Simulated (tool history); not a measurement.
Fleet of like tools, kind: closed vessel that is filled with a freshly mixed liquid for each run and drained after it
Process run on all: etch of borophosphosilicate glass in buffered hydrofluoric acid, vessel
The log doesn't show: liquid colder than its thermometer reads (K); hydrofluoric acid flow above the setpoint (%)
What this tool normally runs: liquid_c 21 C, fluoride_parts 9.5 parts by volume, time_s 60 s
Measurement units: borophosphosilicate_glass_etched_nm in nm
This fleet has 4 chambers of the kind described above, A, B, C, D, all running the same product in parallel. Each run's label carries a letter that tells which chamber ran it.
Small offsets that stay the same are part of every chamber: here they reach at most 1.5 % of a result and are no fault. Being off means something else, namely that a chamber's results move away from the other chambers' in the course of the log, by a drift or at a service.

run   hour  liquid_c  fluoride_parts  time_s  hours since the thermometer was replaced  hours since the hydrofluoric acid flow meter was replaced  read-back film thickness of the borophosphosilicate glass reference wafer, read on the same gauge (nm)  borophosphosilicate_glass_etched_nm
 1D   11.6        21             9.5      60                                    1872.8                                                      411.4                                                                                                  69.973                               189.89
 2B   24.2        21             9.5      60                                     405.5                                                      917.3                                                                                                  69.986                               188.27
 3C   38.7        21             9.5      60                                     598.3                                                      920.6                                                                                                      70                               187.68
 4A   48.8        21             9.5      60                                    1876.9                                                      366.3                                                                                                  69.988                               187.35
 5A   60.6        21              11      40                                    1888.7                                                      378.1                                                                                                  69.969                               108.68
 6D   74.4        21              11      40                                    1935.6                                                      474.2                                                                                                  70.006                               110.12
 7B   81.1        21              11      40                                     462.4                                                      974.2                                                                                                  70.015                                110.8
      88.3  -- chamber D: hydrofluoric acid flow meter replaced
 8C   92.2        21              11      40                                     651.8                                                      974.1                                                                                                  69.983                               109.74
 9A  106.6        21             9.5      60                                    1934.7                                                      424.1                                                                                                  70.002                               185.69
10D    115      25.5               6      60                                    1976.2                                                       26.7                                                                                                  70.002                               376.08
11B  126.4      25.5               6      60                                     507.7                                                     1019.5                                                                                                  69.985                               372.46
12C  138.3      25.5               6      60                                     697.9                                                     1020.2                                                                                                  70.029                               370.43
13D  145.6      25.5               6      60                                    2006.8                                                       57.3                                                                                                  69.997                               382.06
14C  158.2        19             9.5      90                                     717.8                                                     1040.1                                                                                                   69.98                               252.42
15A  170.9        19             9.5      90                                      1999                                                      488.4                                                                                                  69.992                               239.79
16B  183.9        19             9.5      90                                     565.2                                                       1077                                                                                                  70.003                               256.74
17B  190.8        19             9.5      90                                     572.1                                                     1083.9                                                                                                  70.043                               255.71
18C  197.8        21             9.5      60                                     757.4                                                     1079.7                                                                                                  70.003                               187.48
19D  205.7      19.5             9.5      60                                    2066.9                                                      117.4                                                                                                  70.003                               173.17
20A  217.1      19.5             9.5      60                                    2045.2                                                      534.6                                                                                                   69.99                               162.19
21C  223.8      19.5             9.5      60                                     783.4                                                     1105.7                                                                                                  70.001                               170.52
22D    233      19.5             9.5      60                                    2094.2                                                      144.7                                                                                                  69.976                               176.35
23B  241.5        21             9.5      60                                     622.8                                                     1134.6                                                                                                  70.016                               190.93
24A  255.7        19             9.5      60                                    2083.8                                                      573.2                                                                                                  69.972                               155.08
25A  262.7        19             9.5      60                                    2090.8                                                      580.2                                                                                                  70.033                               154.84
26D  271.2        19             9.5      60                                    2132.4                                                      182.9                                                                                                  70.011                               169.17
27C  281.6        19             9.5      60                                     841.2                                                     1163.5                                                                                                   70.02                               163.02
28B  290.2        21             9.5      60                                     671.5                                                     1183.3                                                                                                  70.012                               189.93
29D  299.3        21             9.5      60                                    2160.5                                                        211                                                                                                  70.013                               190.24
30B  306.6        21             9.5      80                                     687.9                                                     1199.7                                                                                                  69.994                               254.86
31C  313.3        21             9.5      80                                     872.9                                                     1195.2                                                                                                  69.977                               247.68
32A  321.3        21             9.5      80                                    2149.4                                                      638.8                                                                                                  69.983                               226.25
33D  331.6        21             9.5      80                                    2192.8                                                      243.3                                                                                                  69.996                               248.19
34B  345.7        24             9.5      80                                       727                                                     1238.8                                                                                                  69.987                               294.21
35A  360.8        24             9.5      80                                    2188.9                                                      678.3                                                                                                  69.995                               264.17

Is one chamber off against the others, does the gauge drift, or is nothing wrong? If a chamber is off, say which, and what the likeliest cause is.

It is chamber A that slowly wanders off from its peers.
Likeliest cause: liquid colder than its thermometer reads (K) = 2.13.
The log may not tell that from: hydrofluoric acid flow below the setpoint (%).

Chamber A could run next with any of the 4 candidate recipes listed below; each alters the usual settings, and their results appear as question marks. Which one brings its results back in line with what the other chambers deliver on the usual settings?
Counts as in line when no further than this from what the other chambers average on the usual settings: borophosphosilicate_glass_etched_nm 6.3 nm
36A-1  371.8      21.5               9      65                                                                                                                                                                                                                                                 ?
36A-2  371.8        21             9.5      65                                                                                                                                                                                                                                                 ?
36A-3  371.8      20.5              10      60                                                                                                                                                                                                                                                 ?
36A-4  371.8        21              10      55                                                                                                                                                                                                                                                 ?

The mean the other chambers reach with the usual settings: borophosphosilicate_glass_etched_nm 188.74 nm
  run  borophosphosilicate_glass_etched_nm
36A-1                                190.2
36A-2                               178.53
36A-3                               154.88
36A-4                               146.07
The answer is 36A-1, which returns the chamber to within the allowed miss of the others.
